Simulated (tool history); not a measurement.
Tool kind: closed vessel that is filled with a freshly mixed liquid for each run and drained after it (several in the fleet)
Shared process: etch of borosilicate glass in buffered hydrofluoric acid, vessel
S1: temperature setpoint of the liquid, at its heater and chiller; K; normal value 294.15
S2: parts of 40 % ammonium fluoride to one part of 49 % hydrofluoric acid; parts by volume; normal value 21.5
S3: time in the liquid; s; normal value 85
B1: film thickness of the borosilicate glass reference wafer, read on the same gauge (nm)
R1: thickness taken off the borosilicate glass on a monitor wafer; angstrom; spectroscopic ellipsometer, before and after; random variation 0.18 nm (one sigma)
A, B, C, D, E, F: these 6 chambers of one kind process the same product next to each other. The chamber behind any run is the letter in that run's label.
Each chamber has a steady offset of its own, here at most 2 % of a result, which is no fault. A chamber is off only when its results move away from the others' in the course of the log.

run,hour,S1,S2,S3,B1,R1
1C,3.4,294.15,21.5,85,90.005,426.51
2D,9.2,294.15,21.5,85,90.050,435.91
3B,13.1,294.15,21.5,85,89.997,436.24
4F,16.1,294.15,21.5,85,89.994,435.85
5E,21.7,294.15,21.5,130,90.012,657.88
6A,24.3,294.15,21.5,130,89.984,650.12
7A,27.5,294.15,21.5,130,90.014,648.15
8F,33.4,294.15,21.5,130,90.040,665.04
# hour 37.7: chamber F: hydrofluoric acid flow meter replaced
9B,38.9,294.15,21.5,130,90.007,663.62
10E,42.0,294.15,21.5,130,89.974,657.70
11C,46.2,294.15,21.5,85,90.043,425.07
12D,49.2,290.15,21.5,105,89.999,430.19
13B,52.0,290.15,21.5,105,90.000,431.08
14F,57.1,290.15,21.5,105,90.014,429.51
15A,61.7,290.15,21.5,105,90.001,419.92
16C,66.6,290.15,21.5,105,90.006,423.61
17E,70.1,290.15,21.5,105,90.026,420.05
18D,74.3,294.15,21.5,85,90.047,435.44
19D,77.6,294.15,21.5,85,90.026,435.48
20E,82.3,294.15,21.5,85,90.032,431.57
21B,87.7,294.15,21.5,85,90.005,438.26
22A,91.5,294.15,21.5,85,89.946,422.23
23C,95.6,294.15,21.5,85,90.032,428.40
24F,98.7,294.15,21.5,85,90.058,432.96
25B,101.8,294.15,21.5,85,90.001,432.30
26A,107.3,294.15,21.5,85,90.040,422.40
27F,113.1,297.65,21.5,50,90.041,312.87
28C,116.2,297.65,21.5,50,90.004,307.47
29E,119.0,297.65,21.5,50,90.008,306.29
30D,121.8,297.65,21.5,50,90.012,309.96
31E,126.0,297.65,21.5,50,89.981,303.85
32A,130.4,297.65,21.5,50,89.975,297.37
33D,135.6,294.15,21.5,85,89.991,435.83
34B,140.1,294.15,21.5,85,90.066,432.55
# hour 143.9: chamber D: hydrofluoric acid flow meter replaced
35F,144.6,294.15,21.5,85,90.044,433.74
36C,148.8,294.15,21.5,125,89.965,634.59
37B,154.2,294.15,21.5,125,90.049,646.00
38A,159.4,294.15,21.5,125,89.984,610.98
# hour 161.5: chamber C: hydrofluoric acid flow meter replaced
39F,162.2,294.15,21.5,125,90.028,642.52
40D,165.8,294.15,21.5,125,89.962,640.06
# hour 167.9: chamber E: thermometer replaced
41E,171.1,294.15,21.5,125,89.959,629.93
42C,173.9,294.15,21.5,85,89.991,430.46
43C,177.7,294.15,21.5,85,89.943,431.89
44B,181.9,294.15,21.5,85,89.983,439.96

Which is it: a chamber that has drifted or been left off by a service, a gauge drift common to all chambers, or only each chamber's usual small offset? If a chamber is off, name it and its likeliest cause.

One chamber, A, drifts off from the rest bit by bit.
What lies behind it: liquid colder than its thermometer reads (K) = 0.546.
With only this log, it may be confused with: hydrofluoric acid flow below the setpoint (%).

Here are 4 candidates for chamber A's next run, each the usual settings with a change, their results left as question marks. Which one brings its results back in line with what the others give on the usual settings?
To be in line, a result may differ from the other chambers' mean on the usual settings by at most: R1 6.30 angstrom
45A-1,186.1,294.15,21.0,85,,?
45A-2,186.1,294.15,23.0,85,,?
45A-3,186.1,294.15,22.0,85,,?
45A-4,186.1,294.15,20.0,85,,?

On the usual settings, the other chambers give on average: R1 432.57 angstrom
run,R1
45A-1,420.01
45A-2,394.65
45A-3,406.85
45A-4,434.28
45A-4 puts the chamber back in line with the other chambers.
